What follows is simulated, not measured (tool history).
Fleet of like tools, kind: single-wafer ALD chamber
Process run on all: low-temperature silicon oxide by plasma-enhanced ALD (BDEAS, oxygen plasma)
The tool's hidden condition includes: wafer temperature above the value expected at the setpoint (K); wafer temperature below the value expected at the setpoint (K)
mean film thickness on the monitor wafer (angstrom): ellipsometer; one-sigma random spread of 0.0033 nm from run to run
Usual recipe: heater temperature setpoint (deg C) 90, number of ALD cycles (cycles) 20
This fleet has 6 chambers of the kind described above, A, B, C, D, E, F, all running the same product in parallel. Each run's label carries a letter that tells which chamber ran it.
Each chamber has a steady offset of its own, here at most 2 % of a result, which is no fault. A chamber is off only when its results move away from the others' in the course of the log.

run,hour,heater temperature setpoint (deg C),number of ALD cycles (cycles),hours since the last thermocouple change,"read-back reference wafer on the same gauge, thickness_nm",mean film thickness on the monitor wafer (angstrom)
1D,8.3,90,20,936.1,2.8595,29.583
2B,13.2,90,20,291.9,2.8599,29.073
3C,19.3,90,20,1991.7,2.8588,29.6
4E,26.1,90,20,960.6,2.8587,29.774
5A,34,90,20,1318.9,2.8576,29.408
6F,40.2,90,20,253.8,2.8579,29.945
7E,47.7,90,20,982.2,2.8583,29.712
8F,55.1,90,20,268.7,2.8572,29.993
9C,60.6,90,20,2033,2.8564,29.515
10B,67.1,90,20,345.8,2.8562,29.005
11D,71.4,90,20,999.2,2.8562,29.559
12A,78.3,90,20,1363.2,2.8559,29.369
13F,83.6,90,20,297.2,2.8563,29.953
14B,89.2,90,20,367.9,2.8544,28.992
15E,97.1,90,20,1031.6,2.8559,29.715
16D,102.8,90,20,1030.6,2.8541,29.57
17A,108.3,90,20,1393.2,2.8539,29.393
18C,114.8,90,20,2087.2,2.854,29.501
# hour 119.7: chamber C: thermocouple changed; heater temperature recalibrated
19A,122.4,90,20,1407.3,2.8538,29.322
20F,126.9,90,20,340.5,2.8524,29.89
21C,132.2,90,20,12.6,2.8532,29.567
22E,139.7,90,20,1074.2,2.852,29.626
23D,147.3,90,20,1075.1,2.8511,29.58
24B,155.6,81,20,434.3,2.8509,29.876
25E,160.4,81,20,1094.9,2.8518,30.539
26D,168.8,81,20,1096.6,2.8512,30.492
27F,173,81,20,386.6,2.8507,30.797
28B,177.7,81,20,456.4,2.8506,29.872
29A,183.9,81,20,1468.8,2.851,30.249
30C,189.2,90,20,69.6,2.8496,29.534
31E,194.2,90,20,1128.7,2.8501,29.601
32B,199.5,90,20,478.2,2.8496,28.961
33F,206.7,90,20,420.3,2.8488,29.858
34D,214.2,90,21,1142,2.8483,30.948
35C,219.5,90,21,99.9,2.8483,30.9
36A,224.7,90,21,1509.6,2.848,30.781
37C,230.7,90,21,111.1,2.848,30.949
38B,236,90,21,514.7,2.8477,30.365

For the next run the whole fleet of 6 chambers uses the same settings. Give each chamber's results:
39A,242.1,82,20,,,?
39B,242.1,82,20,,,?
39C,242.1,82,20,,,?
39D,242.1,82,20,,,?
39E,242.1,82,20,,,?
39F,242.1,82,20,,,?

run,mean film thickness on the monitor wafer (angstrom)
39A,30.102
39B,29.727
39C,30.284
39D,30.25
39E,30.381
39F,30.719
